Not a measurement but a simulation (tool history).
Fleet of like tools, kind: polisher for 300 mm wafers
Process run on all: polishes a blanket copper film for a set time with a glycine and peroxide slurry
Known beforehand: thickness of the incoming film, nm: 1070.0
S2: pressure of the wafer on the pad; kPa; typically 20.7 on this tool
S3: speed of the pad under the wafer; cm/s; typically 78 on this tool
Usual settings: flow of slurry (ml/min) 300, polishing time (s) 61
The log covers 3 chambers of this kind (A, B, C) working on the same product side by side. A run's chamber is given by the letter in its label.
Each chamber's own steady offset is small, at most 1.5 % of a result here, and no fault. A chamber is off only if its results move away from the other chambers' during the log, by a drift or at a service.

{"run": "1B", "hour": 11.6, "flow of slurry (ml/min)": 300, "S2": 20.7, "S3": 78, "polishing time (s)": 61, "film removed (angstrom)": 3004.5}
{"hour": 13.5, "done": "chamber C: slurry nozzle cleaned"}
{"run": "2A", "hour": 21.2, "flow of slurry (ml/min)": 300, "S2": 20.7, "S3": 78, "polishing time (s)": 61, "film removed (angstrom)": 2888.2}
{"hour": 28.0, "done": "chamber B: worn pad replaced by a new one"}
{"run": "3C", "hour": 29.4, "flow of slurry (ml/min)": 300, "S2": 20.7, "S3": 78, "polishing time (s)": 61, "film removed (angstrom)": 2959.2}
{"run": "4A", "hour": 38.7, "flow of slurry (ml/min)": 300, "S2": 20.7, "S3": 78, "polishing time (s)": 61, "film removed (angstrom)": 2884.5}
{"run": "5B", "hour": 43.9, "flow of slurry (ml/min)": 300, "S2": 20.7, "S3": 78, "polishing time (s)": 61, "film removed (angstrom)": 2984.9}
{"hour": 46.6, "done": "chamber B: slurry nozzle cleaned"}
{"run": "6C", "hour": 49.1, "flow of slurry (ml/min)": 300, "S2": 20.7, "S3": 78, "polishing time (s)": 61, "film removed (angstrom)": 2902}
{"hour": 50.5, "done": "chamber C: worn pad replaced by a new one"}
{"run": "7B", "hour": 54.9, "flow of slurry (ml/min)": 300, "S2": 16.5, "S3": 78, "polishing time (s)": 61, "film removed (angstrom)": 2495.8}
{"run": "8C", "hour": 62.4, "flow of slurry (ml/min)": 300, "S2": 16.5, "S3": 78, "polishing time (s)": 61, "film removed (angstrom)": 2468.4}
{"run": "9A", "hour": 69.9, "flow of slurry (ml/min)": 300, "S2": 16.5, "S3": 78, "polishing time (s)": 61, "film removed (angstrom)": 2447.4}
{"run": "10B", "hour": 81.3, "flow of slurry (ml/min)": 300, "S2": 20.7, "S3": 66, "polishing time (s)": 61, "film removed (angstrom)": 2607.7}
{"run": "11C", "hour": 93.1, "flow of slurry (ml/min)": 300, "S2": 20.7, "S3": 66, "polishing time (s)": 61, "film removed (angstrom)": 2539.6}
{"run": "12A", "hour": 100.5, "flow of slurry (ml/min)": 300, "S2": 20.7, "S3": 66, "polishing time (s)": 61, "film removed (angstrom)": 2545.5}
{"run": "13B", "hour": 110.6, "flow of slurry (ml/min)": 355, "S2": 20.7, "S3": 78, "polishing time (s)": 61, "film removed (angstrom)": 2994.6}
{"run": "14A", "hour": 120.5, "flow of slurry (ml/min)": 355, "S2": 20.7, "S3": 78, "polishing time (s)": 61, "film removed (angstrom)": 2972.7}
{"hour": 123.8, "done": "chamber B: worn pad replaced by a new one"}
{"run": "15C", "hour": 130.8, "flow of slurry (ml/min)": 355, "S2": 20.7, "S3": 78, "polishing time (s)": 61, "film removed (angstrom)": 2962}
{"hour": 137.3, "done": "chamber B: head pressure recalibrated"}
{"run": "16A", "hour": 142.5, "flow of slurry (ml/min)": 300, "S2": 20.7, "S3": 78, "polishing time (s)": 61, "film removed (angstrom)": 2895.8}
{"run": "17B", "hour": 148.9, "flow of slurry (ml/min)": 300, "S2": 20.7, "S3": 78, "polishing time (s)": 61, "film removed (angstrom)": 2977.6}
{"hour": 152.0, "done": "chamber C: worn pad replaced by a new one"}
{"run": "18C", "hour": 158.5, "flow of slurry (ml/min)": 300, "S2": 20.7, "S3": 78, "polishing time (s)": 48, "film removed (angstrom)": 2330.1}
{"run": "19C", "hour": 164.4, "flow of slurry (ml/min)": 300, "S2": 20.7, "S3": 78, "polishing time (s)": 48, "film removed (angstrom)": 2263.5}
{"run": "20B", "hour": 173.6, "flow of slurry (ml/min)": 300, "S2": 20.7, "S3": 78, "polishing time (s)": 48, "film removed (angstrom)": 2345.5}
{"run": "21A", "hour": 182.4, "flow of slurry (ml/min)": 300, "S2": 20.7, "S3": 78, "polishing time (s)": 61, "film removed (angstrom)": 2894}
{"run": "22C", "hour": 193.0, "flow of slurry (ml/min)": 300, "S2": 20.7, "S3": 78, "polishing time (s)": 61, "film removed (angstrom)": 2920.1}
{"run": "23B", "hour": 202.5, "flow of slurry (ml/min)": 300, "S2": 20.7, "S3": 104, "polishing time (s)": 61, "film removed (angstrom)": 3747.9}
{"run": "24A", "hour": 212.6, "flow of slurry (ml/min)": 300, "S2": 20.7, "S3": 104, "polishing time (s)": 61, "film removed (angstrom)": 3571.1}
{"run": "25A", "hour": 223.2, "flow of slurry (ml/min)": 300, "S2": 20.7, "S3": 104, "polishing time (s)": 61, "film removed (angstrom)": 3599.9}
{"hour": 223.5, "done": "chamber B: worn pad replaced by a new one"}
{"hour": 234.6, "done": "chamber C: worn pad replaced by a new one"}
{"run": "26B", "hour": 235.0, "flow of slurry (ml/min)": 300, "S2": 20.7, "S3": 78, "polishing time (s)": 61, "film removed (angstrom)": 2972.7}
{"run": "27C", "hour": 245.9, "flow of slurry (ml/min)": 300, "S2": 22.8, "S3": 92, "polishing time (s)": 61, "film removed (angstrom)": 3592.5}
{"run": "28A", "hour": 257.6, "flow of slurry (ml/min)": 300, "S2": 22.8, "S3": 92, "polishing time (s)": 61, "film removed (angstrom)": 3520}
{"run": "29C", "hour": 264.2, "flow of slurry (ml/min)": 300, "S2": 22.8, "S3": 92, "polishing time (s)": 61, "film removed (angstrom)": 3632.2}
{"run": "30B", "hour": 271.3, "flow of slurry (ml/min)": 300, "S2": 20.7, "S3": 78, "polishing time (s)": 61, "film removed (angstrom)": 2981.4}
{"run": "31B", "hour": 278.5, "flow of slurry (ml/min)": 300, "S2": 20.7, "S3": 78, "polishing time (s)": 61, "film removed (angstrom)": 2954.4}
{"run": "32A", "hour": 283.9, "flow of slurry (ml/min)": 300, "S2": 20.7, "S3": 78, "polishing time (s)": 61, "film removed (angstrom)": 2852.5}
{"hour": 294.0, "done": "chamber B: slurry nozzle cleaned"}
{"run": "33C", "hour": 294.9, "flow of slurry (ml/min)": 300, "S2": 20.7, "S3": 78, "polishing time (s)": 61, "film removed (angstrom)": 2880.7}
{"run": "34B", "hour": 303.7, "flow of slurry (ml/min)": 300, "S2": 20.7, "S3": 78, "polishing time (s)": 61, "film removed (angstrom)": 2988.1}
{"run": "35A", "hour": 315.6, "flow of slurry (ml/min)": 300, "S2": 20.7, "S3": 78, "polishing time (s)": 61, "film removed (angstrom)": 2789.6}
{"hour": 319.0, "done": "chamber C: head pressure recalibrated"}
{"hour": 323.0, "done": "chamber C: worn pad replaced by a new one"}
{"hour": 324.0, "done": "chamber B: worn pad replaced by a new one"}
{"run": "36C", "hour": 324.4, "flow of slurry (ml/min)": 300, "S2": 20.7, "S3": 78, "polishing time (s)": 61, "film removed (angstrom)": 2910.7}
{"run": "37B", "hour": 330.5, "flow of slurry (ml/min)": 300, "S2": 20.7, "S3": 78, "polishing time (s)": 61, "film removed (angstrom)": 2966.5}
{"run": "38A", "hour": 339.7, "flow of slurry (ml/min)": 300, "S2": 20.7, "S3": 78, "polishing time (s)": 61, "film removed (angstrom)": 2745}
{"run": "39C", "hour": 347.2, "flow of slurry (ml/min)": 300, "S2": 20.7, "S3": 78, "polishing time (s)": 61, "film removed (angstrom)": 2902}
{"run": "40A", "hour": 353.8, "flow of slurry (ml/min)": 300, "S2": 20.7, "S3": 78, "polishing time (s)": 61, "film removed (angstrom)": 2822.9}

For the next run the whole fleet of 3 chambers uses the same settings. Give each chamber's results:
{"run": "41A", "hour": 362.2, "flow of slurry (ml/min)": 300, "S2": 20.7, "S3": 78, "polishing time (s)": 61, "film removed (angstrom)": "?"}
{"run": "41B", "hour": 362.2, "flow of slurry (ml/min)": 300, "S2": 20.7, "S3": 78, "polishing time (s)": 61, "film removed (angstrom)": "?"}
{"run": "41C", "hour": 362.2, "flow of slurry (ml/min)": 300, "S2": 20.7, "S3": 78, "polishing time (s)": 61, "film removed (angstrom)": "?"}

run=41A film_removed_(angstrom)=2767
run=41B film_removed_(angstrom)=3025.1
run=41C film_removed_(angstrom)=2901.5
